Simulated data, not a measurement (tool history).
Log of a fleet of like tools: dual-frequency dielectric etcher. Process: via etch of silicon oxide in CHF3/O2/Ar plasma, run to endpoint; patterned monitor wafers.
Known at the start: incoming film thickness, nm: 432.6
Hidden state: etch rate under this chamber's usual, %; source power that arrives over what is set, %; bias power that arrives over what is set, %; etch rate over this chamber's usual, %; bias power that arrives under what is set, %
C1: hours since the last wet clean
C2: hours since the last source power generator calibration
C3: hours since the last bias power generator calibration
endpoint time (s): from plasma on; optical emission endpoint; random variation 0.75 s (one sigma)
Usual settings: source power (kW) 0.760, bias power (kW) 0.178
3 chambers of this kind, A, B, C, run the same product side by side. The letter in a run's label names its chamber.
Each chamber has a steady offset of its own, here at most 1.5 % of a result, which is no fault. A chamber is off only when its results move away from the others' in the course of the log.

run 1C hour=6.8 | source_power_(kW)=0.760 bias_power_(kW)=0.178 | C1=35.0 C2=649.6 C3=1175.2 | endpoint_time_(s)=200.93
run 2B hour=20.8 | source_power_(kW)=0.760 bias_power_(kW)=0.178 | C1=142.9 C2=1099.1 C3=1744.2 | endpoint_time_(s)=199.76
run 3A hour=28.8 | source_power_(kW)=0.760 bias_power_(kW)=0.178 | C1=409.5 C2=916.8 C3=1042.5 | endpoint_time_(s)=201.46
run 4A hour=40.2 | source_power_(kW)=0.760 bias_power_(kW)=0.178 | C1=420.9 C2=928.2 C3=1053.9 | endpoint_time_(s)=203.85
run 5B hour=49.1 | source_power_(kW)=0.760 bias_power_(kW)=0.178 | C1=171.2 C2=1127.4 C3=1772.5 | endpoint_time_(s)=199.85
run 6C hour=61.8 | source_power_(kW)=0.760 bias_power_(kW)=0.178 | C1=90.0 C2=704.6 C3=1230.2 | endpoint_time_(s)=201.60
run 7A hour=74.9 | source_power_(kW)=0.760 bias_power_(kW)=0.178 | C1=455.6 C2=962.9 C3=1088.6 | endpoint_time_(s)=201.25
run 8B hour=86.7 | source_power_(kW)=0.760 bias_power_(kW)=0.142 | C1=208.8 C2=1165.0 C3=1810.1 | endpoint_time_(s)=214.19
run 9C hour=97.6 | source_power_(kW)=0.760 bias_power_(kW)=0.142 | C1=125.8 C2=740.4 C3=1266.0 | endpoint_time_(s)=215.55
run 10B hour=108.9 | source_power_(kW)=0.760 bias_power_(kW)=0.142 | C1=231.0 C2=1187.2 C3=1832.3 | endpoint_time_(s)=214.40
run 11C hour=119.5 | source_power_(kW)=0.760 bias_power_(kW)=0.178 | C1=147.7 C2=762.3 C3=1287.9 | endpoint_time_(s)=201.14
-- hour=123.5 chamber A: wet clean of the chamber
run 12A hour=127.5 | source_power_(kW)=0.820 bias_power_(kW)=0.178 | C1=4.0 C2=1015.5 C3=1141.2 | endpoint_time_(s)=205.13
run 13A hour=139.8 | source_power_(kW)=0.820 bias_power_(kW)=0.178 | C1=16.3 C2=1027.8 C3=1153.5 | endpoint_time_(s)=206.77
run 14C hour=150.8 | source_power_(kW)=0.820 bias_power_(kW)=0.178 | C1=179.0 C2=793.6 C3=1319.2 | endpoint_time_(s)=196.02
run 15B hour=163.2 | source_power_(kW)=0.760 bias_power_(kW)=0.178 | C1=285.3 C2=1241.5 C3=1886.6 | endpoint_time_(s)=199.68
run 16B hour=173.2 | source_power_(kW)=0.760 bias_power_(kW)=0.178 | C1=295.3 C2=1251.5 C3=1896.6 | endpoint_time_(s)=199.16
run 17A hour=181.0 | source_power_(kW)=0.760 bias_power_(kW)=0.178 | C1=57.5 C2=1069.0 C3=1194.7 | endpoint_time_(s)=211.85
run 18C hour=189.8 | source_power_(kW)=0.760 bias_power_(kW)=0.178 | C1=218.0 C2=832.6 C3=1358.2 | endpoint_time_(s)=200.52
run 19B hour=196.1 | source_power_(kW)=0.760 bias_power_(kW)=0.178 | C1=318.2 C2=1274.4 C3=1919.5 | endpoint_time_(s)=199.91
run 20C hour=206.8 | source_power_(kW)=0.760 bias_power_(kW)=0.178 | C1=235.0 C2=849.6 C3=1375.2 | endpoint_time_(s)=201.43
run 21A hour=215.9 | source_power_(kW)=0.760 bias_power_(kW)=0.178 | C1=92.4 C2=1103.9 C3=1229.6 | endpoint_time_(s)=212.91
run 22C hour=224.2 | source_power_(kW)=0.760 bias_power_(kW)=0.178 | C1=252.4 C2=867.0 C3=1392.6 | endpoint_time_(s)=200.20

Is one chamber off against the others, does the gauge drift, or is nothing wrong? If a chamber is off, say which, and what the likeliest cause is.

A service left chamber A off against the others.
Cause: etch rate under this chamber's usual, % = 4.6.

Here are 4 candidates for chamber A's next run, each the usual settings with a change, their results left as question marks. Which one brings its results back in line with what the others give on the usual settings?
In line means no further than this from the other chambers' mean on the usual settings: endpoint time (s) 2.60
run 23A-1 hour=234.2 | source_power_(kW)=0.870 bias_power_(kW)=0.178 | endpoint_time_(s)=?
run 23A-2 hour=234.2 | source_power_(kW)=0.970 bias_power_(kW)=0.178 | endpoint_time_(s)=?
run 23A-3 hour=234.2 | source_power_(kW)=0.690 bias_power_(kW)=0.165 | endpoint_time_(s)=?
run 23A-4 hour=234.2 | source_power_(kW)=0.650 bias_power_(kW)=0.157 | endpoint_time_(s)=?

The other chambers' mean on the usual settings: endpoint time (s) 200.77
run=23A-1 endpoint_time_(s)=201.82
run=23A-2 endpoint_time_(s)=193.46
run=23A-3 endpoint_time_(s)=226.30
run=23A-4 endpoint_time_(s)=235.35
23A-1 brings the chamber back in line.
